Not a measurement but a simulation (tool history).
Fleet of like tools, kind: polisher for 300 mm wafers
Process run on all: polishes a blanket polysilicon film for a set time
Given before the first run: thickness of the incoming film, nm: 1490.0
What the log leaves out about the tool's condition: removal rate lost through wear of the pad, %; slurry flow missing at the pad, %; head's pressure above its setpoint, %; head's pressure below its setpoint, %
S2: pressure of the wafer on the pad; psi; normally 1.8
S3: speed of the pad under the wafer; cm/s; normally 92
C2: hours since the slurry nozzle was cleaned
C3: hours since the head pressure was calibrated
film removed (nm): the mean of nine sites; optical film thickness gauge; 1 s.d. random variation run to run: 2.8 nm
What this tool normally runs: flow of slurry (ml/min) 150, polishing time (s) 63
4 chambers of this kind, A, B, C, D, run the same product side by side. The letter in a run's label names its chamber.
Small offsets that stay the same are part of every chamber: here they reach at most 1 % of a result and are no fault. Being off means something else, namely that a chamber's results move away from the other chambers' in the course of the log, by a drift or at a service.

At hour 5.2: chamber C: worn pad replaced by a new one.
At hour 5.5: chamber B: worn pad replaced by a new one.
Run 1C, hour 5.8: usual settings; wafers polished on this pad 7; C2 230; C3 324.1. Result: film removed (nm) 360.27.
Run 2A, hour 11.3: usual settings; wafers polished on this pad 304; C2 461.4; C3 558.5. Result: film removed (nm) 368.61.
Run 3D, hour 15.6: usual settings; wafers polished on this pad 212; C2 182.7; C3 135.8. Result: film removed (nm) 359.67.
Run 4B, hour 19.9: usual settings; wafers polished on this pad 174; C2 167.6; C3 479.2. Result: film removed (nm) 360.63.
Run 5D, hour 22.8: usual settings; wafers polished on this pad 299; C2 189.9; C3 143. Result: film removed (nm) 360.71.
Run 6A, hour 25.8: usual settings but S2 2 psi; wafers polished on this pad 480; C2 475.9; C3 573. Result: film removed (nm) 408.31.
Run 7B, hour 30: usual settings but S2 2 psi; wafers polished on this pad 297; C2 177.7; C3 489.3. Result: film removed (nm) 404.1.
Run 8C, hour 35: usual settings but S2 2 psi; wafers polished on this pad 361; C2 259.2; C3 353.3. Result: film removed (nm) 403.73.
Run 9C, hour 39: usual settings but S2 2 psi; wafers polished on this pad 410; C2 263.2; C3 357.3. Result: film removed (nm) 399.81.
At hour 44.2: chamber D: worn pad replaced by a new one.
Run 10D, hour 45.3: usual settings but flow of slurry (ml/min) 175, S3 106 cm/s; wafers polished on this pad 13; C2 212.4; C3 165.5. Result: film removed (nm) 431.9.
Run 11B, hour 51.5: usual settings but flow of slurry (ml/min) 175, S3 106 cm/s; wafers polished on this pad 558; C2 199.2; C3 510.8. Result: film removed (nm) 433.
Run 12A, hour 56.4: usual settings but flow of slurry (ml/min) 175, S3 106 cm/s; wafers polished on this pad 851; C2 506.5; C3 603.6. Result: film removed (nm) 432.07.
Run 13A, hour 60: usual settings but flow of slurry (ml/min) 175, S3 106 cm/s; wafers polished on this pad 895; C2 510.1; C3 607.2. Result: film removed (nm) 426.15.
Run 14C, hour 64.4: usual settings but S3 110 cm/s; wafers polished on this pad 718; C2 288.6; C3 382.7. Result: film removed (nm) 430.26.
At hour 66.9: chamber C: head pressure recalibrated.
At hour 67.8: chamber B: worn pad replaced by a new one.
Run 15B, hour 68.9: usual settings but S3 110 cm/s; wafers polished on this pad 13; C2 216.6; C3 528.2. Result: film removed (nm) 436.42.
Run 16D, hour 75.1: usual settings but S3 110 cm/s; wafers polished on this pad 375; C2 242.2; C3 195.3. Result: film removed (nm) 436.25.
At hour 75.8: chamber A: worn pad replaced by a new one.
Run 17C, hour 80: usual settings but S3 110 cm/s; wafers polished on this pad 907; C2 304.2; C3 13.1. Result: film removed (nm) 455.64.
Run 18D, hour 84: usual settings; wafers polished on this pad 483; C2 251.1; C3 204.2. Result: film removed (nm) 364.02.
At hour 85.7: chamber D: worn pad replaced by a new one.
At hour 87.3: chamber C: worn pad replaced by a new one.
Run 19A, hour 88.8: usual settings; wafers polished on this pad 158; C2 538.9; C3 636. Result: film removed (nm) 361.55.
Run 20B, hour 92.4: usual settings; wafers polished on this pad 298; C2 240.1; C3 551.7. Result: film removed (nm) 365.19.
Run 21B, hour 96.9: usual settings; wafers polished on this pad 353; C2 244.6; C3 556.2. Result: film removed (nm) 360.58.
Run 22C, hour 100.4: usual settings; wafers polished on this pad 159; C2 324.6; C3 33.5. Result: film removed (nm) 375.96.
Run 23D, hour 103.3: usual settings but S2 2.4 psi, polishing time (s) 79; wafers polished on this pad 213; C2 270.4; C3 223.5. Result: film removed (nm) 606.7.
Run 24A, hour 108.3: usual settings but S2 2.4 psi, polishing time (s) 79; wafers polished on this pad 394; C2 558.4; C3 655.5. Result: film removed (nm) 604.08.
Run 25C, hour 114.6: usual settings but S2 2.4 psi, polishing time (s) 79; wafers polished on this pad 331; C2 338.8; C3 47.7. Result: film removed (nm) 631.75.
Run 26A, hour 119.7: usual settings but S2 2.4 psi, polishing time (s) 79; wafers polished on this pad 532; C2 569.8; C3 666.9. Result: film removed (nm) 604.87.
Run 27D, hour 125: usual settings; wafers polished on this pad 476; C2 292.1; C3 245.2. Result: film removed (nm) 356.93.
At hour 125.9: chamber D: worn pad replaced by a new one.
At hour 126.1: chamber B: worn pad replaced by a new one.
Run 28B, hour 131.1: usual settings; wafers polished on this pad 60; C2 278.8; C3 590.4. Result: film removed (nm) 361.95.
Run 29A, hour 135.6: usual settings; wafers polished on this pad 725; C2 585.7; C3 682.8. Result: film removed (nm) 364.19.
At hour 137.2: chamber D: slurry nozzle cleaned.
Run 30C, hour 139.9: usual settings; wafers polished on this pad 638; C2 364.1; C3 73. Result: film removed (nm) 378.43.
Run 31B, hour 143.5: usual settings; wafers polished on this pad 211; C2 291.2; C3 602.8. Result: film removed (nm) 363.85.
At hour 147.1: chamber A: slurry nozzle cleaned.
Run 32D, hour 148.1: usual settings; wafers polished on this pad 269; C2 11; C3 268.3. Result: film removed (nm) 363.12.
Run 33D, hour 152.5: usual settings but S3 122 cm/s, polishing time (s) 43; wafers polished on this pad 323; C2 15.4; C3 272.7. Result: film removed (nm) 326.72.
Run 34B, hour 158.1: usual settings but S3 122 cm/s, polishing time (s) 43; wafers polished on this pad 388; C2 305.8; C3 617.4. Result: film removed (nm) 331.01.
At hour 158.7: chamber A: worn pad replaced by a new one.
Run 35C, hour 160.9: usual settings but S3 122 cm/s, polishing time (s) 43; wafers polished on this pad 893; C2 385.1; C3 94. Result: film removed (nm) 342.54.
Run 36A, hour 164: usual settings but S3 122 cm/s, polishing time (s) 43; wafers polished on this pad 64; C2 16.9; C3 711.2. Result: film removed (nm) 332.47.
At hour 166.4: chamber D: worn pad replaced by a new one.
At hour 168.2: chamber C: worn pad replaced by a new one.
Run 37B, hour 168.8: usual settings; wafers polished on this pad 518; C2 316.5; C3 628.1. Result: film removed (nm) 365.41.
Run 38C, hour 172.3: usual settings; wafers polished on this pad 50; C2 396.5; C3 105.4. Result: film removed (nm) 373.21.
Run 39A, hour 177.8: usual settings; wafers polished on this pad 231; C2 30.7; C3 725. Result: film removed (nm) 363.79.
Run 40D, hour 182.2: usual settings; wafers polished on this pad 192; C2 45.1; C3 302.4. Result: film removed (nm) 357.7.
At hour 183.2: chamber B: slurry nozzle cleaned.
Run 41D, hour 188: usual settings; wafers polished on this pad 262; C2 50.9; C3 308.2. Result: film removed (nm) 362.21.
At hour 189.2: chamber B: worn pad replaced by a new one.
Run 42A, hour 192.2: usual settings; wafers polished on this pad 406; C2 45.1; C3 739.4. Result: film removed (nm) 358.84.
Run 43B, hour 195.7: usual settings; wafers polished on this pad 79; C2 12.5; C3 655. Result: film removed (nm) 360.34.
Run 44C, hour 200.5: usual settings but S2 2.1 psi, S3 60 cm/s; wafers polished on this pad 392; C2 424.7; C3 133.6. Result: film removed (nm) 291.34.

Has any chamber moved away from the others, gradually or after a service, or does the common gauge drift, or do the chambers differ only by their own small steady offsets? State the chamber and the most likely cause if one applies.

After it was serviced, chamber C no longer matches the other chambers.
Most likely cause: head's pressure above its setpoint, % = 4.97.

Here are 4 candidates for chamber C's next run, each the usual settings with a change, their results left as question marks. Which one brings its results back in line with what the others give on the usual settings?
A result is in line if it is within this distance of the other chambers' mean on the usual settings: film removed (nm) 10
Run 45C-1, hour 205.1: usual settings but S2 1.7 psi, polishing time (s) 61. Result: film removed (nm) ?.
Run 45C-2, hour 205.1: usual settings but polishing time (s) 60. Result: film removed (nm) ?.
Run 45C-3, hour 205.1: usual settings but S3 94 cm/s, polishing time (s) 64. Result: film removed (nm) ?.
Run 45C-4, hour 205.1: usual settings but S2 1.9 psi, S3 96 cm/s. Result: film removed (nm) ?.

On the usual settings, the other chambers give on average: film removed (nm) 362.94
  run  film removed (nm)
45C-1             345.65
45C-2              360.3
45C-3             392.71
45C-4             417.09
45C-2 brings the chamber back in line.

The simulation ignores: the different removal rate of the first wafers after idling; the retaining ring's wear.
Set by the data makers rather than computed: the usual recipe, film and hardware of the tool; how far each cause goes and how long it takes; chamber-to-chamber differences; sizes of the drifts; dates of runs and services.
